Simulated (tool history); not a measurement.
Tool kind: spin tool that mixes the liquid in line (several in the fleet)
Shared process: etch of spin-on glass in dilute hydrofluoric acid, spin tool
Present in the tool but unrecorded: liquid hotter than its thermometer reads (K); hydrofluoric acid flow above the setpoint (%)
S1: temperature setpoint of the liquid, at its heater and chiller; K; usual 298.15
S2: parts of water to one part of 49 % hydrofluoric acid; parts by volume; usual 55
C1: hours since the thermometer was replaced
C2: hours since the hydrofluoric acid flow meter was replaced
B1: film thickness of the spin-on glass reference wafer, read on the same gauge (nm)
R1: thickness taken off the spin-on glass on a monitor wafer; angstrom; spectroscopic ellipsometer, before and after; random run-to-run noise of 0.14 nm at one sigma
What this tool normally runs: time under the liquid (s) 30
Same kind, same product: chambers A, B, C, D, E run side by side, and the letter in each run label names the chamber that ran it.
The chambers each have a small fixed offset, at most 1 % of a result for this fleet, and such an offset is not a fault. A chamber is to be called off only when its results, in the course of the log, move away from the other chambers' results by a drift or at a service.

Run 1C, day 0.1: usual settings; C1 1374.4; C2 470.8; B1 100.01. Result: R1 231.55 angstrom.
Run 2A, day 0.279: usual settings; C1 220.3; C2 1133.4; B1 99.981. Result: R1 231.63 angstrom.
Run 3D, day 0.433: usual settings; C1 1193.9; C2 111.2; B1 100.04. Result: R1 230.73 angstrom.
Run 4E, day 0.533: usual settings; C1 105; C2 945.4; B1 99.993. Result: R1 229.31 angstrom.
Run 5B, day 0.7: usual settings; C1 375.8; C2 727; B1 100.01. Result: R1 229.14 angstrom.
Run 6E, day 0.833: usual settings; C1 112.2; C2 952.6; B1 99.999. Result: R1 228.68 angstrom.
Run 7C, day 0.983: usual settings; C1 1395.6; C2 492; B1 100. Result: R1 232.49 angstrom.
Run 8D, day 1.092: usual settings; C1 1209.7; C2 127; B1 100.04. Result: R1 229.52 angstrom.
Run 9B, day 1.238: usual settings; C1 388.7; C2 739.9; B1 99.984. Result: R1 233.33 angstrom.
Run 10A, day 1.358: usual settings; C1 246.2; C2 1159.3; B1 99.996. Result: R1 233.24 angstrom.
Run 11A, day 1.55: usual settings; C1 250.8; C2 1163.9; B1 100.03. Result: R1 231.2 angstrom.
Run 12E, day 1.658: usual settings; C1 132; C2 972.4; B1 100.02. Result: R1 230.61 angstrom.
Run 13C, day 1.825: usual settings; C1 1415.8; C2 512.2; B1 100.03. Result: R1 233.87 angstrom.
Run 14B, day 1.988: usual settings; C1 406.7; C2 757.9; B1 100.02. Result: R1 231.84 angstrom.
Run 15D, day 2.175: usual settings but S1 300.65 K; C1 1235.7; C2 153; B1 100.01. Result: R1 255.46 angstrom.
Run 16E, day 2.358: usual settings but S1 300.65 K; C1 148.8; C2 989.2; B1 100.02. Result: R1 255.11 angstrom.
Run 17B, day 2.471: usual settings but S1 300.65 K; C1 418.3; C2 769.5; B1 100.01. Result: R1 253.59 angstrom.
Run 18C, day 2.625: usual settings but S1 300.65 K; C1 1435; C2 531.4; B1 99.982. Result: R1 261.57 angstrom.
Run 19D, day 2.779: usual settings but S1 300.65 K; C1 1250.2; C2 167.5; B1 99.981. Result: R1 254.04 angstrom.
At day 2.946: chamber B: hydrofluoric acid flow meter replaced.
Run 20A, day 2.958: usual settings; C1 284.6; C2 1197.7; B1 99.995. Result: R1 231.64 angstrom.
Run 21B, day 3.108: usual settings; C1 433.6; C2 4; B1 100.02. Result: R1 229.96 angstrom.
Run 22C, day 3.233: usual settings; C1 1449.6; C2 546; B1 99.979. Result: R1 239.79 angstrom.
At day 3.3: chamber A: hydrofluoric acid flow meter replaced.
Run 23D, day 3.338: usual settings; C1 1263.6; C2 180.9; B1 100.01. Result: R1 229.46 angstrom.
Run 24E, day 3.508: usual settings but S1 302.15 K, time under the liquid (s) 40; C1 176.4; C2 1016.8; B1 99.995. Result: R1 360.93 angstrom.
Run 25A, day 3.629: usual settings but S1 302.15 K, time under the liquid (s) 40; C1 300.7; C2 8; B1 100.02. Result: R1 364.57 angstrom.
Run 26C, day 3.788: usual settings but S1 302.15 K, time under the liquid (s) 40; C1 1462.9; C2 559.3; B1 100.03. Result: R1 377.52 angstrom.
Run 27B, day 3.929: usual settings but S1 302.15 K, time under the liquid (s) 40; C1 453.3; C2 23.7; B1 100. Result: R1 360.14 angstrom.
Run 28E, day 4.071: usual settings but S1 302.15 K, time under the liquid (s) 40; C1 189.9; C2 1030.3; B1 100.01. Result: R1 364.56 angstrom.
Run 29A, day 4.192: usual settings; C1 314.2; C2 21.5; B1 100.02. Result: R1 231.34 angstrom.
Run 30D, day 4.346: usual settings; C1 1287.8; C2 205.1; B1 100. Result: R1 233.15 angstrom.
Run 31E, day 4.529: usual settings; C1 200.9; C2 1041.3; B1 99.995. Result: R1 232.4 angstrom.
Run 32D, day 4.692: usual settings; C1 1296.1; C2 213.4; B1 100.01. Result: R1 231 angstrom.

Is one chamber off against the others, does the gauge drift, or is nothing wrong? If a chamber is off, say which, and what the likeliest cause is.

Chamber C drifts away from the others.
Cause: hydrofluoric acid flow above the setpoint (%) = 5.64.
The log might look much the same if the cause were instead: liquid hotter than its thermometer reads (K).

Which of the 4 candidates below, each the usual settings with something changed and its results left as question marks, puts chamber C back in line with what the other chambers give on the usual settings?
In-line tolerance around the mean of the other chambers on the usual settings: R1 5.1 angstrom
Run 33C-1, day 4.829: usual settings but S1 299.65 K. Result: R1 ?.
Run 33C-2, day 4.829: usual settings but S1 296.65 K. Result: R1 ?.
Run 33C-3, day 4.829: usual settings but S1 298.65 K, S2 50 parts by volume. Result: R1 ?.
Run 33C-4, day 4.829: usual settings but S1 295.15 K. Result: R1 ?.

What the other chambers average on the usual settings: R1 230.9 angstrom
  run      R1
33C-1  259.26
33C-2  229.79
33C-3  275.38
33C-4  216.01
It is 33C-2 that realigns the chamber with its peers.
